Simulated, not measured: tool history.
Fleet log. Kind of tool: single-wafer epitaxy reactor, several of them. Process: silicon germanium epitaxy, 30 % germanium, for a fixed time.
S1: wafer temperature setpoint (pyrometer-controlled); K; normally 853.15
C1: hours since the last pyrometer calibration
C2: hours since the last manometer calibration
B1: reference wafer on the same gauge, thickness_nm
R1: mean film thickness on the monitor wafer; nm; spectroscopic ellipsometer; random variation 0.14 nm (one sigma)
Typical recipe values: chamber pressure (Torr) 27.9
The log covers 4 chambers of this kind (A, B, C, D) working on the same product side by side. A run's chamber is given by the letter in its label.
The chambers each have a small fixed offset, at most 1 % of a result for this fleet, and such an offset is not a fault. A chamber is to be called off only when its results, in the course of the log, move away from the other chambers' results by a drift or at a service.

Run 1C, day 0.375: usual settings; C1 1592.8; C2 167.5; B1 49.580. Result: R1 46.530 nm.
Run 2B, day 0.721: usual settings; C1 678.3; C2 490.6; B1 49.597. Result: R1 46.517 nm.
Run 3D, day 1.342: usual settings; C1 749.1; C2 1837.2; B1 49.546. Result: R1 46.174 nm.
Run 4A, day 1.917: usual settings; C1 1152.9; C2 828.2; B1 49.599. Result: R1 46.138 nm.
Run 5C, day 2.308: usual settings; C1 1639.2; C2 213.9; B1 49.613. Result: R1 46.915 nm.
Run 6B, day 2.879: usual settings; C1 730.1; C2 542.4; B1 49.620. Result: R1 46.650 nm.
Run 7D, day 3.233: usual settings but S1 844.15 K, chamber pressure (Torr) 22.5; C1 794.5; C2 1882.6; B1 49.591. Result: R1 35.806 nm.
Run 8A, day 3.812: usual settings but S1 844.15 K, chamber pressure (Torr) 22.5; C1 1198.4; C2 873.7; B1 49.634. Result: R1 35.564 nm.
Run 9D, day 4.296: usual settings but S1 844.15 K, chamber pressure (Torr) 22.5; C1 820.0; C2 1908.1; B1 49.622. Result: R1 35.523 nm.
Run 10A, day 4.946: usual settings but S1 844.15 K, chamber pressure (Torr) 22.5; C1 1225.6; C2 900.9; B1 49.595. Result: R1 35.565 nm.
Run 11C, day 5.392: usual settings; C1 1713.2; C2 287.9; B1 49.574. Result: R1 46.827 nm.
Run 12B, day 5.842: usual settings; C1 801.2; C2 613.5; B1 49.556. Result: R1 46.939 nm.
Run 13D, day 6.179: usual settings; C1 865.2; C2 1953.3; B1 49.605. Result: R1 46.351 nm.
Run 14C, day 6.538: usual settings; C1 1740.7; C2 315.4; B1 49.635. Result: R1 46.750 nm.
Run 15A, day 6.933: usual settings; C1 1273.3; C2 948.6; B1 49.627. Result: R1 46.066 nm.
Run 16B, day 7.346: usual settings; C1 837.3; C2 649.6; B1 49.637. Result: R1 47.069 nm.
Run 17C, day 7.988: usual settings; C1 1775.5; C2 350.2; B1 49.594. Result: R1 46.871 nm.
Run 18D, day 8.467: usual settings but chamber pressure (Torr) 31.7; C1 920.1; C2 2008.2; B1 49.588. Result: R1 48.724 nm.
Run 19B, day 8.800: usual settings but chamber pressure (Torr) 31.7; C1 872.2; C2 684.5; B1 49.600. Result: R1 49.898 nm.
Run 20A, day 9.183: usual settings but chamber pressure (Torr) 31.7; C1 1327.3; C2 1002.6; B1 49.606. Result: R1 48.718 nm.
Run 21C, day 9.479: usual settings but chamber pressure (Torr) 31.7; C1 1811.3; C2 386.0; B1 49.619. Result: R1 49.363 nm.
Run 22A, day 9.875: usual settings; C1 1343.9; C2 1019.2; B1 49.642. Result: R1 45.986 nm.
Run 23D, day 10.438: usual settings; C1 967.4; C2 2055.5; B1 49.570. Result: R1 46.117 nm.
Run 24B, day 10.875: usual settings; C1 922.0; C2 734.3; B1 49.624. Result: R1 47.872 nm.
Run 25C, day 11.304: usual settings; C1 1855.1; C2 429.8; B1 49.584. Result: R1 46.743 nm.

One chamber off, gauge drift, or nothing amiss beyond the chambers' own small offsets? If it is a chamber, which one, and what is the likeliest cause?

It is chamber B that slowly wanders off from its peers.
Most likely cause: true pressure above the setpoint (%) = 7.92.
It could be hard to tell apart here from: wafer temperature above the value expected at the setpoint (K).

Chamber B could run next with any of the 4 candidate recipes listed below; each alters the usual settings, and their results appear as question marks. Which one brings its results back in line with what the other chambers deliver on the usual settings?
Maximum distance from the other chambers' mean on the usual settings for a result to count as in line: R1 0.490 nm
Run 26B-1, day 11.775: usual settings but chamber pressure (Torr) 28.8. Result: R1 ?.
Run 26B-2, day 11.775: usual settings but chamber pressure (Torr) 30.5. Result: R1 ?.
Run 26B-3, day 11.775: usual settings but chamber pressure (Torr) 27.0. Result: R1 ?.
Run 26B-4, day 11.775: usual settings but S1 851.15 K. Result: R1 ?.

Mean of the other chambers on the usual settings: R1 46.344 nm
  run      R1
26B-1  48.649
26B-2  49.774
26B-3  47.414
26B-4  46.253
It is 26B-4 that realigns the chamber with its peers.
